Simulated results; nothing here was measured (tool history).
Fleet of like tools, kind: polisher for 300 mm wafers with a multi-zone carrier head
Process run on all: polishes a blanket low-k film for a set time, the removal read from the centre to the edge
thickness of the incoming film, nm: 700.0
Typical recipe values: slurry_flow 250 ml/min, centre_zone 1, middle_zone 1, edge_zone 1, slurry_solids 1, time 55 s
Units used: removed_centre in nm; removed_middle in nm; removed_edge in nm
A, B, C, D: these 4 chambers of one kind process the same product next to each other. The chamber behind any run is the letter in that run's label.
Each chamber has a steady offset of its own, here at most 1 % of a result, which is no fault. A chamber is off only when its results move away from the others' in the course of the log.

Run 1A, hour 9.2: usual settings. Result: removed_centre 18.827 nm, removed_middle 19.331 nm, removed_edge 19.1 nm.
Run 2C, hour 22.3: usual settings. Result: removed_centre 19.113 nm, removed_middle 19.149 nm, removed_edge 18.776 nm.
At hour 25.9: chamber B: edge zone pressure recalibrated.
At hour 26.3: chamber D: worn pad replaced by a new one.
Run 3D, hour 31.9: usual settings. Result: removed_centre 18.91 nm, removed_middle 18.861 nm, removed_edge 19.21 nm.
Run 4B, hour 37.8: usual settings. Result: removed_centre 18.793 nm, removed_middle 19.152 nm, removed_edge 19.14 nm.
At hour 44.5: chamber C: centre zone pressure recalibrated.
Run 5B, hour 50: usual settings but centre_zone 1.05. Result: removed_centre 20.121 nm, removed_middle 19.304 nm, removed_edge 18.981 nm.
Run 6A, hour 56.4: usual settings but centre_zone 1.05. Result: removed_centre 19.995 nm, removed_middle 18.897 nm, removed_edge 19.024 nm.
At hour 59.6: chamber C: worn pad replaced by a new one.
At hour 59.9: chamber B: worn pad replaced by a new one.
At hour 65.2: chamber A: worn pad replaced by a new one.
Run 7C, hour 69.4: usual settings but centre_zone 1.05. Result: removed_centre 20.163 nm, removed_middle 19.476 nm, removed_edge 19.285 nm.
Run 8D, hour 75.5: usual settings but centre_zone 1.05. Result: removed_centre 19.723 nm, removed_middle 19.147 nm, removed_edge 19.288 nm.
Run 9B, hour 82.8: usual settings. Result: removed_centre 19.045 nm, removed_middle 19.367 nm, removed_edge 18.928 nm.
Run 10D, hour 90.6: usual settings. Result: removed_centre 18.83 nm, removed_middle 18.92 nm, removed_edge 19.032 nm.
At hour 96.7: chamber C: slurry nozzle cleaned.
Run 11A, hour 102.3: usual settings. Result: removed_centre 19.211 nm, removed_middle 18.73 nm, removed_edge 18.928 nm.
Run 12C, hour 111.9: usual settings. Result: removed_centre 19.218 nm, removed_middle 19.467 nm, removed_edge 19.176 nm.
At hour 114.3: chamber A: slurry nozzle cleaned.
At hour 116.3: chamber B: worn pad replaced by a new one.
Run 13C, hour 125.1: usual settings but centre_zone 0.92, time 70 s. Result: removed_centre 22.502 nm, removed_middle 24.895 nm, removed_edge 23.95 nm.
Run 14B, hour 134.8: usual settings but centre_zone 0.92, time 70 s. Result: removed_centre 22.148 nm, removed_middle 23.8 nm, removed_edge 24.246 nm.
At hour 139: chamber D: centre zone pressure recalibrated.
Run 15D, hour 147.7: usual settings but centre_zone 0.92, time 70 s. Result: removed_centre 21.768 nm, removed_middle 24.742 nm, removed_edge 24.762 nm.
At hour 150.8: chamber D: worn pad replaced by a new one.
Run 16A, hour 156.8: usual settings but centre_zone 0.92, time 70 s. Result: removed_centre 22.111 nm, removed_middle 24.319 nm, removed_edge 24.88 nm.
At hour 165.4: chamber C: edge zone pressure recalibrated.
Run 17C, hour 166.5: usual settings. Result: removed_centre 19.108 nm, removed_middle 19.597 nm, removed_edge 18.93 nm.
At hour 171.4: chamber A: worn pad replaced by a new one.
Run 18D, hour 178.8: usual settings. Result: removed_centre 19.123 nm, removed_middle 18.646 nm, removed_edge 19.172 nm.
At hour 179.1: chamber B: worn pad replaced by a new one.
At hour 180.2: chamber A: centre zone pressure recalibrated.
Run 19B, hour 191.5: usual settings. Result: removed_centre 18.885 nm, removed_middle 19.093 nm, removed_edge 19.265 nm.
Run 20A, hour 198.3: usual settings. Result: removed_centre 17.587 nm, removed_middle 18.857 nm, removed_edge 18.63 nm.
At hour 200.4: chamber C: worn pad replaced by a new one.
Run 21B, hour 211.5: usual settings. Result: removed_centre 19.3 nm, removed_middle 18.951 nm, removed_edge 18.888 nm.
Run 22D, hour 221.7: usual settings. Result: removed_centre 19.074 nm, removed_middle 19.173 nm, removed_edge 19.161 nm.
Run 23C, hour 228.8: usual settings. Result: removed_centre 19.137 nm, removed_middle 18.997 nm, removed_edge 19.561 nm.
Run 24A, hour 235: usual settings but time 45 s. Result: removed_centre 14.587 nm, removed_middle 15.756 nm, removed_edge 15.689 nm.
At hour 242.4: chamber B: worn pad replaced by a new one.
Run 25B, hour 246.8: usual settings but time 45 s. Result: removed_centre 15.403 nm, removed_middle 15.453 nm, removed_edge 15.457 nm.
Run 26D, hour 256.6: usual settings but time 45 s. Result: removed_centre 15.642 nm, removed_middle 15.539 nm, removed_edge 15.62 nm.
At hour 259: chamber D: worn pad replaced by a new one.
Run 27C, hour 267.6: usual settings but time 45 s. Result: removed_centre 15.623 nm, removed_middle 15.362 nm, removed_edge 15.801 nm.
At hour 272.7: chamber A: worn pad replaced by a new one.
Run 28A, hour 277: usual settings. Result: removed_centre 17.712 nm, removed_middle 18.969 nm, removed_edge 19.048 nm.
Run 29C, hour 283.2: usual settings. Result: removed_centre 19.085 nm, removed_middle 19.165 nm, removed_edge 19.366 nm.
At hour 284.7: chamber D: edge zone pressure recalibrated.
Run 30A, hour 293.5: usual settings. Result: removed_centre 17.949 nm, removed_middle 19.069 nm, removed_edge 18.636 nm.
Run 31D, hour 301.6: usual settings. Result: removed_centre 18.645 nm, removed_middle 19.223 nm, removed_edge 18.996 nm.

Does one chamber stand apart from the rest, does the shared gauge drift, or is all well apart from small per-chamber offsets? Give the chamber and the most likely cause, where there is one.

Chamber A came out of a service off from its peers and stayed that way.
Likeliest cause: centre zone's pressure below its setpoint, % = 6.

Chamber A could run next with any of the 4 candidate recipes listed below; each alters the usual settings, and their results appear as question marks. Which one brings its results back in line with what the other chambers deliver on the usual settings?
Counts as in line when no further than this from what the other chambers average on the usual settings: removed_centre 0.78 nm; removed_middle 0.84 nm; removed_edge 0.84 nm
Run 32A-1, hour 311.2: usual settings but slurry_flow 240 ml/min, centre_zone 0.88, middle_zone 1.03, edge_zone 1.04, time 53 s. Result: removed_centre ?, removed_middle ?, removed_edge ?.
Run 32A-2, hour 311.2: usual settings but slurry_flow 260 ml/min, centre_zone 1.12, middle_zone 0.97, edge_zone 0.96, time 57 s. Result: removed_centre ?, removed_middle ?, removed_edge ?.
Run 32A-3, hour 311.2: usual settings but slurry_flow 255 ml/min, centre_zone 1.05, middle_zone 0.99, edge_zone 0.98, time 56 s. Result: removed_centre ?, removed_middle ?, removed_edge ?.
Run 32A-4, hour 311.2: usual settings but slurry_flow 245 ml/min, centre_zone 0.95, middle_zone 1.01, edge_zone 1.02, time 54 s. Result: removed_centre ?, removed_middle ?, removed_edge ?.

What the other chambers average on the usual settings: removed_centre 19.148 nm; removed_middle 19.109 nm; removed_edge 19.097 nm
  run  removed_centre  removed_middle  removed_edge
32A-1          14.735          18.733        18.646
32A-2          20.806           19.23        19.389
32A-3          19.022          19.212        19.214
32A-4          16.369          18.787        18.845
The answer is 32A-3, which returns the chamber to within the allowed miss of the others.
